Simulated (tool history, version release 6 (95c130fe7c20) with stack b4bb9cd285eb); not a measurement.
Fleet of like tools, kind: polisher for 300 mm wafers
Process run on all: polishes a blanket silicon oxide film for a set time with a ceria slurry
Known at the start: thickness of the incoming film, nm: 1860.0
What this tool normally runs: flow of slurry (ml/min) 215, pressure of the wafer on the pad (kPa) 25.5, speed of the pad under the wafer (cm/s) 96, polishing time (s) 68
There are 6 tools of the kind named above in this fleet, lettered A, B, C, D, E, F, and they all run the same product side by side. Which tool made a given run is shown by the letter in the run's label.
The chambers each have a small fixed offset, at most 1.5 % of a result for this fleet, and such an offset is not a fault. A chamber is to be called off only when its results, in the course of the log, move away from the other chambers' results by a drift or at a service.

run   hour  flow of slurry (ml/min)  pressure of the wafer on the pad (kPa)  speed of the pad under the wafer (cm/s)  polishing time (s)  wafers polished on this pad  hours since the slurry nozzle was cleaned  hours since the head pressure was calibrated  film removed (angstrom)
       0.2  -- chamber C: worn pad replaced by a new one
 1E    6.8                      215                                    25.5                                       96                  68                          691                                         87                                         192.9                   3391.1
 2B   13.1                      215                                    25.5                                       96                  68                          602                                      700.2                                         748.4                   3386.4
      20.1  -- chamber F: head pressure recalibrated
      21.8  -- chamber E: worn pad replaced by a new one
 3C   21.8                      215                                    25.5                                       96                  68                          128                                       83.6                                         297.4                   3335.1
      25.8  -- chamber F: worn pad replaced by a new one
      29.7  -- chamber D: worn pad replaced by a new one
 4A   31.7                      215                                    25.5                                       96                  68                          632                                      487.9                                         689.9                   3429.8
      35.6  -- chamber B: worn pad replaced by a new one
 5F   40.6                      215                                    25.5                                       96                  68                           88                                      739.2                                          20.6                   3418.1
 6D   50.6                      215                                    25.5                                       96                  68                          124                                      424.4                                         168.1                   3293.3
      57.1  -- chamber A: worn pad replaced by a new one
 7F   57.1                      215                                    25.5                                       96                  68                          185                                      755.7                                          37.1                   3473.3
 8B   67.5                      215                                    25.5                                       96                  68                          189                                      754.6                                         802.8                   3421.3
      74.3  -- chamber D: slurry nozzle cleaned
 9C   74.6                      215                                    25.5                                       96                  68                          441                                      136.4                                         350.2                   3390.7
      79.7  -- chamber F: slurry nozzle cleaned
10A   80.1                      215                                    25.5                                       96                  68                          136                                      536.3                                         738.3                   3396.5
11E   87.5                      155                                    25.5                                       96                  68                          389                                      167.7                                         273.6                   3245.8
12D   96.9                      155                                    25.5                                       96                  68                          398                                       22.7                                         214.4                   3189.6
13A  104.2                      155                                    25.5                                       96                  68                          279                                      560.4                                         762.4                   3233.1
     109.3  -- chamber F: worn pad replaced by a new one
14C  111.7                      155                                    25.5                                       96                  68                          660                                      173.5                                         387.3                   3285.3
15B  120.9                      155                                    25.5                                       96                  68                          505                                        808                                         856.2                   3273.1
16F  129.5                      155                                    25.5                                       96                  68                          119                                       49.9                                         109.5                   3303.7
17D  140.6                      215                                    25.5                                       96                  68                          657                                       66.4                                         258.1                   3400.7
18E  149.6                      215                                    25.5                                       96                  68                          756                                      229.8                                         335.7                     3386
19E  159.2                      215                                    25.5                                       96                  68                          813                                      239.4                                         345.3                   3347.2
20F  168.4                      215                                    25.5                                       96                  68                          350                                       88.8                                         148.4                   3455.6
     174.7  -- chamber E: worn pad replaced by a new one
21C  176.8                      240                                    16.5                                       96                  68                         1046                                      238.6                                         452.4                   2281.5
     178.4  -- chamber B: worn pad replaced by a new one
22D    184                      240                                    16.5                                       96                  68                          914                                      109.8                                         301.5                   2218.3
     186.3  -- chamber F: worn pad replaced by a new one
23B  190.6                      240                                    16.5                                       96                  68                           72                                      877.7                                         925.9                   2250.4
     196.6  -- chamber B: slurry nozzle cleaned
24A  200.2                      240                                    16.5                                       96                  68                          848                                      656.4                                         858.4                   2236.4
     206.7  -- chamber C: worn pad replaced by a new one
25C  210.8                      240                                    16.5                                       96                  68                           24                                      272.6                                         486.4                   2283.8
       215  -- chamber A: worn pad replaced by a new one
26F  221.9                      240                                    16.5                                       96                  68                          210                                      142.3                                         201.9                   2201.4
27B  228.6                      215                                    25.5                                       96                  68                          297                                         32                                         963.9                     3490
28E  236.3                      215                                    25.5                                       96                  68                          365                                      316.5                                         422.4                   3350.9
29A    245                      215                                    25.5                                       96                  68                          178                                      701.2                                         903.2                   3420.4
     249.1  -- chamber D: worn pad replaced by a new one
30D  255.8                      180                                    25.5                                      110                  68                           39                                      181.6                                         373.3                   3753.6
31E  263.6                      180                                    25.5                                      110                  68                          526                                      343.8                                         449.7                   3795.2
       266  -- chamber F: worn pad replaced by a new one
32D  273.8                      180                                    25.5                                      110                  68                          146                                      199.6                                         391.3                   3827.9
33B  283.9                      180                                    25.5                                      110                  68                          625                                       87.3                                        1019.2                   3859.2
34A  289.8                      180                                    25.5                                      110                  68                          443                                        746                                           948                   3821.4
35C  300.5                      180                                    25.5                                      110                  68                          555                                      362.3                                         576.1                   3737.8
36F  308.4                      215                                    25.5                                       96                  68                          251                                      228.8                                         288.4                   3405.3

The same settings go to every chamber for the next run, one line per chamber below. Forecast the results for each:
37A  316.4                      215                                    25.5                                       96                  52                                                                                                                                              ?
37B  316.4                      215                                    25.5                                       96                  52                                                                                                                                              ?
37C  316.4                      215                                    25.5                                       96                  52                                                                                                                                              ?
37D  316.4                      215                                    25.5                                       96                  52                                                                                                                                              ?
37E  316.4                      215                                    25.5                                       96                  52                                                                                                                                              ?
37F  316.4                      215                                    25.5                                       96                  52                                                                                                                                              ?

run  film removed (angstrom)
37A                   2655.3
37B                   2615.2
37C                   2546.7
37D                   2642.6
37E                     2636
37F                   2596.8
